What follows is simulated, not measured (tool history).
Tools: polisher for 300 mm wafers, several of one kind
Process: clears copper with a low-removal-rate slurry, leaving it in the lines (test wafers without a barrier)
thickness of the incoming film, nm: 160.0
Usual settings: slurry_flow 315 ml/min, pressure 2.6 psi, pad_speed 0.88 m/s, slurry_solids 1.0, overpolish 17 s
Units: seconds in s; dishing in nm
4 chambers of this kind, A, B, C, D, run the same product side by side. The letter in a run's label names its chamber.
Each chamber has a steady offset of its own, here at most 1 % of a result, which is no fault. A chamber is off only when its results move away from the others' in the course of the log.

run,day,slurry_flow,pressure,pad_speed,slurry_solids,overpolish,wafers polished on this pad,hours since the slurry nozzle was cleaned,hours since the head pressure was calibrated,hours since the slurry blender was calibrated,seconds,dishing
# day 0.042: chamber D: worn pad replaced by a new one
# day 0.062: chamber D: slurry blender recalibrated
1B,0.229,315,2.6,0.88,1.0,17,362,85.3,108.5,278.9,84.734,23.217
2A,0.517,315,2.6,0.88,1.0,17,787,112.4,1175.5,233.4,84.443,23.262
# day 0.567: chamber B: slurry blender recalibrated
3D,0.846,315,2.6,0.88,1.0,17,233,204.9,220.9,18.8,83.918,23.240
# day 1.050: chamber A: worn pad replaced by a new one
4C,1.058,315,2.6,0.88,1.0,17,967,647.5,328.4,61.5,83.398,23.137
# day 1.321: chamber C: worn pad replaced by a new one
5D,1.358,315,2.6,0.88,1.0,17,382,217.2,233.2,31.1,84.650,23.667
6A,1.738,315,2.6,0.88,1.0,17,199,141.7,1204.8,262.7,84.319,22.320
7C,2.054,315,2.6,0.88,1.0,17,213,671.4,352.3,85.4,83.874,23.446
# day 2.254: chamber B: worn pad replaced by a new one
8B,2.283,315,2.6,0.88,1.0,17,9,134.6,157.8,41.2,83.942,24.311
9D,2.679,315,2.6,0.88,1.0,17,765,248.9,264.9,62.8,84.511,22.706
10B,3.033,315,2.6,0.88,1.0,17,226,152.6,175.8,59.2,82.117,22.851
# day 3.050: chamber D: worn pad replaced by a new one
# day 3.338: chamber C: slurry nozzle cleaned
11A,3.458,315,2.6,0.88,1.0,17,698,183.0,1246.1,304.0,86.448,22.666
12C,3.846,315,2.6,0.88,1.0,17,733,12.2,395.3,128.4,81.260,23.163
13C,4.212,315,3.0,0.88,1.0,13,839,21.0,404.1,137.2,71.760,20.785
14B,4.471,315,3.0,0.88,1.0,13,643,187.1,210.3,93.7,73.155,21.141
15A,4.842,315,3.0,0.88,1.0,13,1099,216.2,1279.3,337.2,72.777,20.182
# day 4.904: chamber C: worn pad replaced by a new one
# day 5.046: chamber A: worn pad replaced by a new one
16D,5.108,315,3.0,0.88,1.0,13,596,307.2,323.2,121.1,71.848,21.708
# day 5.329: chamber B: worn pad replaced by a new one
17C,5.421,315,2.6,0.88,1.0,17,150,50.0,433.1,166.2,84.536,23.373
# day 5.483: chamber C: slurry blender recalibrated
18A,5.858,315,3.3,0.88,1.3,17,235,240.6,1303.7,361.6,63.694,29.206
# day 6.242: chamber D: worn pad replaced by a new one
19D,6.333,315,3.3,0.88,1.3,17,27,336.6,352.6,150.5,62.466,28.912
20B,6.733,315,3.3,0.88,1.3,17,407,241.4,264.6,148.0,61.113,29.602
21A,6.992,315,3.3,0.88,1.3,17,564,267.8,1330.9,388.8,62.380,30.172
# day 7.292: chamber B: slurry nozzle cleaned
22C,7.412,315,3.2,0.88,0.8,17,728,97.8,480.9,46.3,71.316,25.764
23B,7.854,315,3.2,0.88,0.8,17,732,13.5,291.5,174.9,72.058,26.784
24D,8.346,315,3.2,0.88,0.8,17,610,384.9,400.9,198.8,73.720,26.535
# day 8.404: chamber A: slurry blender recalibrated
# day 8.521: chamber D: slurry nozzle cleaned
25B,8.700,315,3.2,0.88,0.8,17,977,33.8,311.8,195.2,71.743,27.018
# day 8.900: chamber B: worn pad replaced by a new one
# day 8.908: chamber C: worn pad replaced by a new one
# day 8.962: chamber A: worn pad replaced by a new one
26C,9.050,315,2.6,0.88,1.0,17,41,137.1,520.2,85.6,85.653,23.434
# day 9.058: chamber A: head pressure recalibrated
27A,9.421,315,2.6,0.88,1.0,17,132,326.1,8.8,24.4,86.008,22.705
# day 9.617: chamber D: worn pad replaced by a new one
28D,9.671,315,2.6,0.88,1.0,17,15,27.7,432.7,230.6,90.853,21.306
29D,9.929,315,2.1,0.88,1.0,17,90,33.9,438.9,236.8,113.140,17.798
# day 10.008: chamber D: slurry blender recalibrated
30C,10.175,315,2.1,0.88,1.0,17,367,164.1,547.2,112.6,106.930,19.193
# day 10.317: chamber B: head pressure recalibrated
31A,10.400,315,2.1,0.88,1.0,17,416,349.6,32.3,47.9,102.350,19.443
32B,10.658,315,2.1,0.88,1.0,17,510,80.8,8.3,242.2,104.680,18.239
33C,11.129,315,2.6,0.88,1.0,17,644,187.0,570.1,135.5,86.308,22.853
# day 11.175: chamber B: slurry blender recalibrated
34D,11.608,315,2.6,0.88,1.0,17,577,74.2,479.2,38.4,88.967,21.161
35A,11.896,315,2.6,0.88,1.0,17,850,385.5,68.2,83.8,81.266,22.200
# day 11.925: chamber B: worn pad replaced by a new one
36B,12.229,315,2.6,0.88,1.0,17,89,118.5,46.0,25.3,83.900,23.074
37D,12.471,315,2.6,0.88,1.0,17,827,94.9,499.9,59.1,90.796,21.642
# day 12.579: chamber C: worn pad replaced by a new one
38A,12.933,315,2.6,0.88,1.0,17,1151,410.4,93.1,108.7,81.916,23.208
# day 13.058: chamber D: worn pad replaced by a new one
39C,13.238,315,2.6,0.88,1.0,17,191,237.6,620.7,186.1,83.980,23.489
# day 13.512: chamber C: slurry blender recalibrated
40B,13.617,315,2.6,0.88,1.0,17,491,151.8,79.3,58.6,84.312,23.797
41B,13.908,315,2.6,0.88,1.0,17,576,158.8,86.3,65.6,82.736,22.770
42D,14.233,315,2.6,0.88,1.0,17,341,137.2,542.2,101.4,95.574,21.689
43C,14.725,315,2.6,0.88,1.0,17,622,273.3,656.4,29.1,83.670,22.989

Next, every chamber runs the same settings. What will each give?
44A,15.079,315,2.6,0.88,1.0,20,,,,,?,?
44B,15.079,315,2.6,0.88,1.0,20,,,,,?,?
44C,15.079,315,2.6,0.88,1.0,20,,,,,?,?
44D,15.079,315,2.6,0.88,1.0,20,,,,,?,?

run,seconds,dishing
44A,84.884,27.049
44B,85.476,25.917
44C,85.052,27.173
44D,93.274,25.421
